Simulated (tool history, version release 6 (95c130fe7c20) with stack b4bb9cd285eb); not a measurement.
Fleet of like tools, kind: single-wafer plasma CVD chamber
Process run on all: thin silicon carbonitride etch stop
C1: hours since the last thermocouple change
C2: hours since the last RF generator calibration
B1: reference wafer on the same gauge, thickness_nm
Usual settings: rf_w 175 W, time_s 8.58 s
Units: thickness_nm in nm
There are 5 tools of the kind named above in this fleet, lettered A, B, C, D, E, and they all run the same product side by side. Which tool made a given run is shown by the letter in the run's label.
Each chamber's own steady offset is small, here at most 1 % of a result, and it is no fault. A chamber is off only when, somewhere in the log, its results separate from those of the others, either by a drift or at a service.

Run 1B, day 0.362: usual settings; C1 2232; C2 1501.7; B1 4.2009. Result: thickness_nm 4.6804 nm.
Run 2A, day 0.588: usual settings; C1 487.1; C2 155; B1 4.2013. Result: thickness_nm 4.6896 nm.
Run 3E, day 0.938: usual settings; C1 1364; C2 144; B1 4.2012. Result: thickness_nm 4.6931 nm.
Run 4C, day 1.417: usual settings; C1 60.1; C2 344.4; B1 4.2042. Result: thickness_nm 4.6614 nm.
Run 5D, day 1.704: usual settings; C1 205.9; C2 140.1; B1 4.2026. Result: thickness_nm 4.7241 nm.
Run 6D, day 1.929: usual settings; C1 211.3; C2 145.5; B1 4.2041. Result: thickness_nm 4.7302 nm.
Run 7B, day 2.238: usual settings but rf_w 140 W, time_s 7.49 s; C1 2277; C2 1546.7; B1 4.2055. Result: thickness_nm 3.8219 nm.
Run 8A, day 2.638: usual settings but rf_w 140 W, time_s 7.49 s; C1 536.3; C2 204.2; B1 4.2053. Result: thickness_nm 3.8373 nm.
Run 9E, day 3.079: usual settings but rf_w 140 W, time_s 7.49 s; C1 1415.4; C2 195.4; B1 4.2062. Result: thickness_nm 3.8296 nm.
Run 10C, day 3.379: usual settings but rf_w 140 W, time_s 7.49 s; C1 107.2; C2 391.5; B1 4.2082. Result: thickness_nm 3.8245 nm.
Run 11B, day 3.758: usual settings but rf_w 140 W, time_s 7.49 s; C1 2313.5; C2 1583.2; B1 4.2061. Result: thickness_nm 3.8282 nm.
Run 12C, day 4.038: usual settings; C1 123; C2 407.3; B1 4.2109. Result: thickness_nm 4.679 nm.
Run 13D, day 4.283: usual settings; C1 267.8; C2 202; B1 4.2112. Result: thickness_nm 4.7161 nm.
Run 14E, day 4.604: usual settings; C1 1452; C2 232; B1 4.2101. Result: thickness_nm 4.6792 nm.
Run 15A, day 4.879: usual settings; C1 590.1; C2 258; B1 4.2097. Result: thickness_nm 4.707 nm.
Run 16A, day 5.158: usual settings; C1 596.8; C2 264.7; B1 4.2104. Result: thickness_nm 4.6973 nm.
Run 17D, day 5.562: usual settings but rf_w 155 W, time_s 10.06 s; C1 298.5; C2 232.7; B1 4.2091. Result: thickness_nm 5.3503 nm.
Run 18E, day 6.029: usual settings but rf_w 155 W, time_s 10.06 s; C1 1486.2; C2 266.2; B1 4.2142. Result: thickness_nm 5.3077 nm.
Run 19B, day 6.267: usual settings but rf_w 155 W, time_s 10.06 s; C1 2373.7; C2 1643.4; B1 4.2127. Result: thickness_nm 5.3156 nm.
Run 20C, day 6.708: usual settings but rf_w 155 W, time_s 10.06 s; C1 187.1; C2 471.4; B1 4.2141. Result: thickness_nm 5.2992 nm.
Run 21C, day 7.071: usual settings but rf_w 155 W, time_s 10.06 s; C1 195.8; C2 480.1; B1 4.2146. Result: thickness_nm 5.2829 nm.
Run 22D, day 7.396: usual settings; C1 342.5; C2 276.7; B1 4.2145. Result: thickness_nm 4.7364 nm.
Run 23A, day 7.692: usual settings; C1 657.6; C2 325.5; B1 4.2166. Result: thickness_nm 4.718 nm.
Run 24B, day 7.983: usual settings; C1 2414.9; C2 1684.6; B1 4.219. Result: thickness_nm 4.7177 nm.
Run 25E, day 8.375: usual settings; C1 1542.5; C2 322.5; B1 4.2176. Result: thickness_nm 4.6991 nm.
Run 26D, day 8.738: usual settings; C1 374.7; C2 308.9; B1 4.2175. Result: thickness_nm 4.7417 nm.
Run 27A, day 9.146: usual settings; C1 692.5; C2 360.4; B1 4.2213. Result: thickness_nm 4.715 nm.
Run 28E, day 9.6: usual settings; C1 1571.9; C2 351.9; B1 4.2206. Result: thickness_nm 4.6796 nm.
Run 29B, day 10.079: usual settings; C1 2465.2; C2 1734.9; B1 4.2215. Result: thickness_nm 4.7171 nm.
Run 30C, day 10.479: usual settings; C1 277.6; C2 561.9; B1 4.2225. Result: thickness_nm 4.6876 nm.
Run 31B, day 10.779: usual settings; C1 2482; C2 1751.7; B1 4.2218. Result: thickness_nm 4.6994 nm.
Run 32C, day 11.088: usual settings; C1 292.2; C2 576.5; B1 4.2224. Result: thickness_nm 4.6718 nm.
Run 33D, day 11.479: usual settings; C1 440.5; C2 374.7; B1 4.2236. Result: thickness_nm 4.7458 nm.
Run 34E, day 11.942: usual settings; C1 1628.1; C2 408.1; B1 4.2245. Result: thickness_nm 4.7115 nm.
Run 35A, day 12.383: usual settings; C1 770.2; C2 438.1; B1 4.2249. Result: thickness_nm 4.7221 nm.
Run 36D, day 12.838: usual settings; C1 473.1; C2 407.3; B1 4.2249. Result: thickness_nm 4.7463 nm.
Run 37B, day 13.296: usual settings; C1 2542.4; C2 1812.1; B1 4.2269. Result: thickness_nm 4.7187 nm.
Run 38A, day 13.738: usual settings; C1 802.7; C2 470.6; B1 4.2269. Result: thickness_nm 4.7131 nm.

Next, all 5 chambers run the settings below, one line each with question marks for the results. What does each chamber give?
Run 39A, day 14.083: usual settings. Result: thickness_nm ?.
Run 39B, day 14.083: usual settings. Result: thickness_nm ?.
Run 39C, day 14.083: usual settings. Result: thickness_nm ?.
Run 39D, day 14.083: usual settings. Result: thickness_nm ?.
Run 39E, day 14.083: usual settings. Result: thickness_nm ?.

run  thickness_nm
39A        4.7135
39B        4.7028
39C        4.6871
39D        4.7612
39E        4.7191

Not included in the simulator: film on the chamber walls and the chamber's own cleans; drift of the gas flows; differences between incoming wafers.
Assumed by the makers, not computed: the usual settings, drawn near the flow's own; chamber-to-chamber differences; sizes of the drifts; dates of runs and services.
